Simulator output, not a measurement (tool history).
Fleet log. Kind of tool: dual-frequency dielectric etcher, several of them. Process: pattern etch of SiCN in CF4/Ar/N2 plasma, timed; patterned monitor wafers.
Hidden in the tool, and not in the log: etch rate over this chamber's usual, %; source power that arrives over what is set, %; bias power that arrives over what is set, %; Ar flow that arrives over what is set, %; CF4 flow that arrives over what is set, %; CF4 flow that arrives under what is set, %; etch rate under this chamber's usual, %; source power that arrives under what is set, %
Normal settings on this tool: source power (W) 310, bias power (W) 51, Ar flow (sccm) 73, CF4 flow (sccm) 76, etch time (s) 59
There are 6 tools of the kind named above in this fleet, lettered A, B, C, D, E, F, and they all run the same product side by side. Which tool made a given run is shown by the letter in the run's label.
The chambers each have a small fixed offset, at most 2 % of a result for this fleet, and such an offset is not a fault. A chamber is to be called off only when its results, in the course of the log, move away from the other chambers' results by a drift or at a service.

run   hour  source power (W)  bias power (W)  Ar flow (sccm)  CF4 flow (sccm)  etch time (s)  hours since the last wet clean  hours since the last source power generator calibration  hours since the last bias power generator calibration  hours since the last Ar flow controller change  hours since the last CF4 flow controller change  read-back reference wafer on the same gauge, depth_nm  mean etch depth across the wafer (nm)
 1F    7.3               310              51              73               76             59                           319.2                                                   2076.2                                                 3367.2                                          3746.7                                           2333.9                                                 36.577                                 34.617
         9  -- chamber A: source power generator calibrated
      16.4  -- chamber D: wet clean of the chamber
 2E   20.7               310              51              73               76             59                           326.8                                                   2059.4                                                 2459.7                                          2306.9                                           4221.7                                                 36.621                                 34.476
 3B   34.4               310              51              73               76             59                            90.9                                                   1535.9                                                  804.3                                           997.7                                             1586                                                 36.602                                 34.587
 4A   41.7               310              51              73               76             59                           136.9                                                     32.8                                                 2580.2                                           562.6                                           2669.6                                                 36.591                                 34.415
 5C   55.2               310              51              73               76             59                           523.6                                                      543                                                 3982.9                                           562.3                                             1097                                                 36.588                                 35.021
 6D   62.8               310              51              73               76             59                            46.5                                                    946.6                                                 1571.9                                          4687.1                                           2465.5                                                 36.605                                  34.35
 7F   70.2               310              51              73               76             59                           382.1                                                   2139.1                                                 3430.1                                          3809.6                                           2396.8                                                 36.595                                 34.654
      75.6  -- chamber A: CF4 flow controller replaced
 8C   77.5               310              51              73               76             59                           545.9                                                    565.3                                                 4005.2                                           584.6                                           1119.3                                                 36.579                                  35.18
      84.3  -- chamber F: source power generator calibrated
 9E   88.9               310              51              73               76             59                             395                                                   2127.6                                                 2527.9                                          2375.1                                           4289.9                                                 36.595                                 34.196
10B  102.5               310              51              73               76             59                             159                                                     1604                                                  872.4                                          1065.8                                           1654.1                                                 36.598                                 34.552
     107.3  -- chamber C: bias power generator calibrated
11D    110               310              51              73               76             59                            93.7                                                    993.8                                                 1619.1                                          4734.3                                           2512.7                                                 36.594                                 34.354
12A  116.2               310              51              73               64           45.5                           211.4                                                    107.3                                                 2654.7                                           637.1                                             40.7                                                 36.585                                 25.812
13D  129.6               310              51              73               64           45.5                           113.3                                                   1013.4                                                 1638.7                                          4753.9                                           2532.3                                                 36.615                                 25.866
14B  143.4               310              51              73               64           45.5                           199.9                                                   1644.9                                                  913.3                                          1106.7                                             1695                                                 36.605                                 25.994
15F  152.9               310              51              73               64           45.5                           464.8                                                     68.6                                                 3512.8                                          3892.3                                           2479.5                                                 36.588                                 26.073
     154.2  -- chamber C: wet clean of the chamber
     160.2  -- chamber F: wet clean of the chamber
16A  161.2               310              51              73               64           45.5                           256.4                                                    152.3                                                 2699.7                                           682.1                                             85.7                                                 36.597                                 25.755
17C  174.3               310              51              73               64           45.5                            20.1                                                    662.1                                                     67                                           681.4                                           1216.1                                                  36.61                                 26.553
18E  188.3               310              51              73               76             59                           494.4                                                     2227                                                 2627.3                                          2474.5                                           4389.3                                                 36.603                                 34.027
19B  202.3               310              51              73               76             59                           258.8                                                   1703.8                                                  972.2                                          1165.6                                           1753.9                                                 36.616                                 34.461
     202.9  -- chamber E: wet clean of the chamber
20F  210.6               310              51              73               76             59                            50.4                                                    126.3                                                 3570.5                                            3950                                           2537.2                                                 36.589                                 34.554
21E  218.5               310              51              73               76             59                            15.6                                                   2257.2                                                 2657.5                                          2504.7                                           4419.5                                                 36.595                                 34.049
22C    229               310              51              73               76             59                            74.8                                                    716.8                                                  121.7                                           736.1                                           1270.8                                                 36.612                                 35.135
23A  236.6               310              51              73               76           48.5                           331.8                                                    227.7                                                 2775.1                                           757.5                                            161.1                                                 36.605                                 28.225
24D  242.9               310              51              73               76           48.5                           226.6                                                   1126.7                                                   1752                                          4867.2                                           2645.6                                                 36.598                                 28.239
25B  254.5               310              51              73               76           48.5                             311                                                     1756                                                 1024.4                                          1217.8                                           1806.1                                                 36.592                                 28.284
26E  268.3               310              51              73               76           48.5                            65.4                                                     2307                                                 2707.3                                          2554.5                                           4469.3                                                 36.592                                 27.979
27A  277.3               310              51              73               76           48.5                           372.5                                                    268.4                                                 2815.8                                           798.2                                            201.8                                                 36.587                                 28.327
     280.8  -- chamber A: bias power generator calibrated
28C  284.6               310              51              73               76           48.5                           130.4                                                    772.4                                                  177.3                                           791.7                                           1326.4                                                 36.616                                 28.975
29D  293.6               310              51              73               76           47.5                           277.3                                                   1177.4                                                 1802.7                                          4917.9                                           2696.3                                                 36.583                                 27.838
30F    306               310              51              73               76           47.5                           145.8                                                    221.7                                                 3665.9                                          4045.4                                           2632.6                                                  36.58                                 27.834
31C  313.4               310              51              73               76           47.5                           159.2                                                    801.2                                                  206.1                                           820.5                                           1355.2                                                 36.596                                  28.22
32B    327               310              51              73               76           47.5                           383.5                                                   1828.5                                                 1096.9                                          1290.3                                           1878.6                                                 36.605                                 27.925
33D  334.3               310              51              73               76           47.5                             318                                                   1218.1                                                 1843.4                                          4958.6                                             2737                                                  36.61                                 27.773
34E  341.4               310              51              73               76           47.5                           138.5                                                   2380.1                                                 2780.4                                          2627.6                                           4542.4                                                 36.581                                 27.359
35F  350.7               310              51              73               76             59                           190.5                                                    266.4                                                 3710.6                                          4090.1                                           2677.3                                                 36.594                                 34.644
36A  363.5               310              51              73               76             59                           458.7                                                    354.6                                                   82.8                                           884.4                                              288                                                 36.604                                 34.302
37F  377.7               310              51              73               76             59                           217.5                                                    293.4                                                 3737.6                                          4117.1                                           2704.3                                                 36.572                                 34.667
38C    389               310              51              73               76             59                           234.8                                                    876.8                                                  281.7                                           896.1                                           1430.8                                                 36.607                                 35.185

Each of the 6 chambers runs these same settings next. Fill in every chamber's results:
39A  399.3               310              38              73               76             59                                                                                                                                                                                                                                                                                                                                              ?
39B  399.3               310              38              73               76             59                                                                                                                                                                                                                                                                                                                                              ?
39C  399.3               310              38              73               76             59                                                                                                                                                                                                                                                                                                                                              ?
39D  399.3               310              38              73               76             59                                                                                                                                                                                                                                                                                                                                              ?
39E  399.3               310              38              73               76             59                                                                                                                                                                                                                                                                                                                                              ?
39F  399.3               310              38              73               76             59                                                                                                                                                                                                                                                                                                                                              ?

run  mean etch depth across the wafer (nm)
39A                                  31.48
39B                                 31.668
39C                                  32.27
39D                                 31.417
39E                                 30.802
39F                                 31.737
